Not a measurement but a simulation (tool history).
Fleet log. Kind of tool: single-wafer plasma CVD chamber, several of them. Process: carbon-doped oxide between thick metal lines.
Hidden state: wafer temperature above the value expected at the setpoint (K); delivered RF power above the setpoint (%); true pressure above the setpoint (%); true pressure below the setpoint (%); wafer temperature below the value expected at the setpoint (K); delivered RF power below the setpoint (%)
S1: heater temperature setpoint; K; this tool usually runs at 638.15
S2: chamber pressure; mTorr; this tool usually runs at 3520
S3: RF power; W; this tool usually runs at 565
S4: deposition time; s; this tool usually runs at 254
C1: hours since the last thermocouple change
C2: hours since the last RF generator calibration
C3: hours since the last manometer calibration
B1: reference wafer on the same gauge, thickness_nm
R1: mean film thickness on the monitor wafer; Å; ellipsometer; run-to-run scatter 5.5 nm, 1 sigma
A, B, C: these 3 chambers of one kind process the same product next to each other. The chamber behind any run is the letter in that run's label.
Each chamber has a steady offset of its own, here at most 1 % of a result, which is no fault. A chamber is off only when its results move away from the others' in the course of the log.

| run | hour | S1 | S2 | S3 | S4 | C1 | C2 | C3 | B1 | R1 |
|---|---|---|---|---|---|---|---|---|---|---|
| 1C | 2.4 | 638.15 | 3520 | 565 | 254 | 887 | 539.6 | 807.5 | 1100.2 | 12726 |
| 2B | 5 | 638.15 | 3520 | 565 | 254 | 474 | 1283.7 | 1877.7 | 1100.4 | 12530 |
| 3A | 7.8 | 638.15 | 3520 | 565 | 254 | 324.8 | 669.8 | 691.1 | 1099.7 | 12705 |
| 4A | 12.5 | 638.15 | 3520 | 565 | 254 | 329.5 | 674.5 | 695.8 | 1099.7 | 12714 |
| 5B | 15.3 | 638.15 | 3520 | 565 | 254 | 484.3 | 1294 | 1888 | 1100.5 | 12600 |
| 6C | 20.4 | 638.15 | 3520 | 565 | 254 | 905 | 557.6 | 825.5 | 1099.8 | 12716 |
| 7A | 23.2 | 638.15 | 3520 | 485 | 254 | 340.2 | 685.2 | 706.5 | 1099 | 11522 |
| 8C | 27.6 | 638.15 | 3520 | 485 | 254 | 912.2 | 564.8 | 832.7 | 1100.1 | 11590 |
| 9B | 31.4 | 638.15 | 3520 | 485 | 254 | 500.4 | 1310.1 | 1904.1 | 1099 | 11439 |
| 10B | 34.8 | 638.15 | 3520 | 565 | 254 | 503.8 | 1313.5 | 1907.5 | 1100.6 | 12543 |
| 11C | 38.1 | 638.15 | 3520 | 565 | 254 | 922.7 | 575.3 | 843.2 | 1099.5 | 12468 |
|  | 40.4 | chamber B: RF generator calibrated |
| 12A | 41.9 | 638.15 | 3520 | 565 | 254 | 358.9 | 703.9 | 725.2 | 1099.6 | 12718 |
| 13A | 44.3 | 638.15 | 3520 | 565 | 254 | 361.3 | 706.3 | 727.6 | 1099.7 | 12691 |
| 14C | 49.5 | 638.15 | 3520 | 565 | 254 | 934.1 | 586.7 | 854.6 | 1099.5 | 12522 |
| 15B | 53.2 | 638.15 | 3520 | 565 | 254 | 522.2 | 12.9 | 1925.9 | 1100.3 | 12526 |
| 16A | 58 | 638.15 | 3520 | 565 | 254 | 375 | 720 | 741.3 | 1100.2 | 12769 |
| 17C | 60.9 | 638.15 | 3520 | 565 | 254 | 945.5 | 598.1 | 866 | 1100.2 | 12424 |
| 18B | 64.1 | 638.15 | 3520 | 565 | 254 | 533.1 | 23.8 | 1936.8 | 1100.2 | 12662 |
| 19A | 67.3 | 643.15 | 4190 | 565 | 254 | 384.3 | 729.3 | 750.6 | 1100 | 12900 |
| 20B | 71.1 | 643.15 | 4190 | 565 | 254 | 540.1 | 30.8 | 1943.8 | 1100.4 | 12720 |
| 21C | 74.3 | 643.15 | 4190 | 565 | 254 | 958.9 | 611.5 | 879.4 | 1101.7 | 12349 |
| 22B | 76.8 | 638.15 | 3520 | 565 | 254 | 545.8 | 36.5 | 1949.5 | 1100.8 | 12699 |
| 23A | 81.1 | 638.15 | 3520 | 565 | 254 | 398.1 | 743.1 | 764.4 | 1100 | 12694 |
| 24C | 83.5 | 638.15 | 3520 | 565 | 254 | 968.1 | 620.7 | 888.6 | 1099.6 | 12189 |
| 25C | 86.1 | 638.15 | 3520 | 565 | 254 | 970.7 | 623.3 | 891.2 | 1100.1 | 12118 |
| 26B | 89.2 | 629.15 | 3520 | 565 | 254 | 558.2 | 48.9 | 1961.9 | 1099.2 | 12792 |

What goes on in this fleet: one chamber off, a drifting gauge, or nothing beyond the chambers' own small offsets? Name the chamber and the cause, if any.

Little by little, chamber C moves away from the other chambers.
Likeliest cause: delivered RF power below the setpoint (%) = 7.47.

Below are 4 candidate recipes for chamber C's next run, each the usual settings with a change, their results shown as question marks. Which of them brings C's results back in line with what the other chambers give on the usual settings?
A result is in line if it is within this distance of the other chambers' mean on the usual settings: R1 190 Å
| 27C-1 | 92.9 | 638.15 | 3510 | 560 | 251 |  |  |  |  | ? |
| 27C-2 | 92.9 | 631.15 | 3520 | 565 | 254 |  |  |  |  | ? |
| 27C-3 | 92.9 | 638.15 | 3520 | 575 | 262 |  |  |  |  | ? |
| 27C-4 | 92.9 | 638.15 | 3520 | 565 | 242 |  |  |  |  | ? |

What the other chambers average on the usual settings: R1 12652 Å
| run | R1 |
|---|---|
| 27C-1 | 11912 |
| 27C-2 | 12319 |
| 27C-3 | 12640 |
| 27C-4 | 11553 |
The right change is 27C-3: it brings the chamber back within the allowed miss of the others.
